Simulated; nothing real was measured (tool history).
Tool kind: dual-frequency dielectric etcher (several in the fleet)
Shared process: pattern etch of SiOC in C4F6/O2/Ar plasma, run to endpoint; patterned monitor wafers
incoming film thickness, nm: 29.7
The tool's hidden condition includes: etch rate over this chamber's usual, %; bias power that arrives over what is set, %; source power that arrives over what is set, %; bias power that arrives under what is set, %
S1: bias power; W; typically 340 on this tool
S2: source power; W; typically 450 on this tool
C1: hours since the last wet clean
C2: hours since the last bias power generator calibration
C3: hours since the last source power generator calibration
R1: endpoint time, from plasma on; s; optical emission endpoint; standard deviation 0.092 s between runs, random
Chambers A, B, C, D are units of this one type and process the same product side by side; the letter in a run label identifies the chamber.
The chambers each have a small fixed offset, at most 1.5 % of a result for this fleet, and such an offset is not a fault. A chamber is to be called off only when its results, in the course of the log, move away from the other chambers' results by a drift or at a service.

run,day,S1,S2,C1,C2,C3,R1
# day 0.192: chamber B: wet clean of the chamber
1C,0.429,340,450,453.6,2390.8,2948.1,10.972
2D,0.946,340,450,347.4,578.7,147.4,10.877
3A,1.450,340,450,222.6,1310.8,949.2,11.087
4B,2.083,340,450,45.5,529.1,578.6,11.140
5A,2.579,405,370,249.7,1337.9,976.3,10.981
6D,2.896,405,370,394.2,625.5,194.2,11.009
7B,3.279,405,370,74.2,557.8,607.3,11.117
8C,3.579,405,370,529.2,2466.4,3023.7,11.063
9B,4.050,340,450,92.7,576.3,625.8,11.110
10C,4.683,340,450,555.7,2492.9,3050.2,10.930
11A,5.300,340,450,315.0,1403.2,1041.6,10.924
# day 5.704: chamber D: wet clean of the chamber
12D,5.742,419,450,0.9,693.8,262.5,10.250
13A,6.350,419,450,340.2,1428.4,1066.8,10.276
14C,6.846,419,450,607.6,2544.8,3102.1,10.129
15D,7.333,419,450,39.1,732.0,300.7,10.088
# day 7.617: chamber C: wet clean of the chamber
16B,7.683,340,450,179.9,663.5,713.0,11.082
17D,8.058,340,450,56.5,749.4,318.1,10.833
# day 8.296: chamber C: bias power generator calibrated
18A,8.475,340,450,391.2,1479.4,1117.8,11.043
# day 8.508: chamber A: wet clean of the chamber
19B,8.975,340,450,210.9,694.5,744.0,11.072
20C,9.396,340,450,42.7,26.5,3163.3,11.031
21B,9.829,340,450,231.4,715.0,764.5,10.997
22D,10.188,372,450,107.6,800.5,369.2,10.433
23C,10.683,372,450,73.6,57.4,3194.2,10.448
24A,11.058,372,450,61.2,1541.4,1179.8,10.709
25C,11.650,372,450,96.8,80.6,3217.4,10.564
26A,12.217,340,450,89.0,1569.2,1207.6,10.861
27B,12.733,308,410,301.1,784.7,834.2,11.772
28D,13.354,308,410,183.6,876.5,445.2,11.832

For the next run the whole fleet of 4 chambers uses the same settings. Give each chamber's results:
29A,13.821,340,450,,,,?
29B,13.821,340,450,,,,?
29C,13.821,340,450,,,,?
29D,13.821,340,450,,,,?

run,R1
29A,11.046
29B,11.064
29C,10.889
29D,10.940
